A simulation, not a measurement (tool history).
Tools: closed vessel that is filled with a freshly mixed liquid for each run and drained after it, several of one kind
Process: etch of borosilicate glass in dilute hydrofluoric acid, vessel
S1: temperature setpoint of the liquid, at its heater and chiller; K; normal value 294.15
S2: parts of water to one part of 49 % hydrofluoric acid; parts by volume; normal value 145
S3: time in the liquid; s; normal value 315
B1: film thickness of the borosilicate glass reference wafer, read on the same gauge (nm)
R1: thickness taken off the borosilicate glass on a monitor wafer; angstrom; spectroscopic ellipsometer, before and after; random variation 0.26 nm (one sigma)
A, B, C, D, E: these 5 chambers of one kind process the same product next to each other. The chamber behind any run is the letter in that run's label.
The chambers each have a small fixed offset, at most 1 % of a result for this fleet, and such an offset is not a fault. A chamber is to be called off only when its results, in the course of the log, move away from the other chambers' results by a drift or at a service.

run,hour,S1,S2,S3,B1,R1
1D,6.4,294.15,145,315,59.978,578.65
2A,10.7,294.15,145,315,59.996,583.36
3C,18.5,294.15,145,315,60.006,589.78
4B,27.9,294.15,145,315,60.02,590.36
5E,32.5,294.15,145,315,59.994,586.88
6A,37.2,294.15,145,315,60.011,580.04
# hour 37.9: chamber D: thermometer replaced
# hour 41: chamber B: hydrofluoric acid flow meter replaced
7C,42.5,294.15,145,315,60.015,587.59
8E,47.4,294.15,145,315,60.006,587.05
9D,54.9,294.15,145,315,60,580.54
10B,63.5,294.15,145,315,60.005,585.17
11B,69.7,294.15,145,315,60.005,584.65
12A,78,294.15,145,315,59.988,579.51
13C,83.1,294.15,145,315,59.985,585.79
14E,91.4,294.15,145,315,60.003,592.48
15D,98.8,294.15,145,315,59.993,577.88
16C,105.4,294.15,145,155,59.986,289.73
# hour 108.4: chamber C: thermometer replaced
17E,113.2,294.15,145,155,60.014,287.95
18D,119,294.15,145,155,59.99,286.51
19A,126.4,294.15,145,155,59.995,285.9
20B,130.9,294.15,145,155,60.001,288.49
21B,139,294.15,145,315,60.003,583.72
22A,146.5,294.15,145,315,59.984,579.84
23E,154.4,294.15,145,315,60.017,588.3
24D,161.4,294.15,145,315,60.019,588.76
25C,170.3,294.15,145,315,60.012,586.51
26A,176.7,294.15,145,315,60.001,579.84
27E,185.5,294.15,100,315,59.998,888.95
28C,192.2,294.15,100,315,59.999,894.21
29B,199.1,294.15,100,315,59.995,885.04
30D,207.2,294.15,100,315,59.993,915.42
31D,211.7,294.15,100,315,60.01,918.76
32A,216.2,294.15,145,315,59.995,581.94
33C,225.6,294.15,145,315,60.008,587.05
34E,229.9,294.15,190,480,59.99,660.88
35B,237.9,294.15,190,480,59.994,656.05
36A,244.2,294.15,190,480,60.035,653.29
37B,253.2,294.15,190,480,59.98,649.48
# hour 253.4: chamber C: hydrofluoric acid flow meter replaced
38D,260.4,294.15,190,480,59.989,678.27
39C,267,294.15,145,315,60.029,584.77
40E,272.9,294.15,145,315,60.019,591.59
41B,280.5,294.15,210,475,60.02,575.75
42A,288.5,294.15,210,475,60.002,570.64
43D,297,294.15,210,475,60.012,602.88

Next, every chamber runs the same settings. What will each give?
44A,303.8,294.15,145,255,,?
44B,303.8,294.15,145,255,,?
44C,303.8,294.15,145,255,,?
44D,303.8,294.15,145,255,,?
44E,303.8,294.15,145,255,,?

run,R1
44A,476.57
44B,477.67
44C,473.73
44D,500.49
44E,479.56
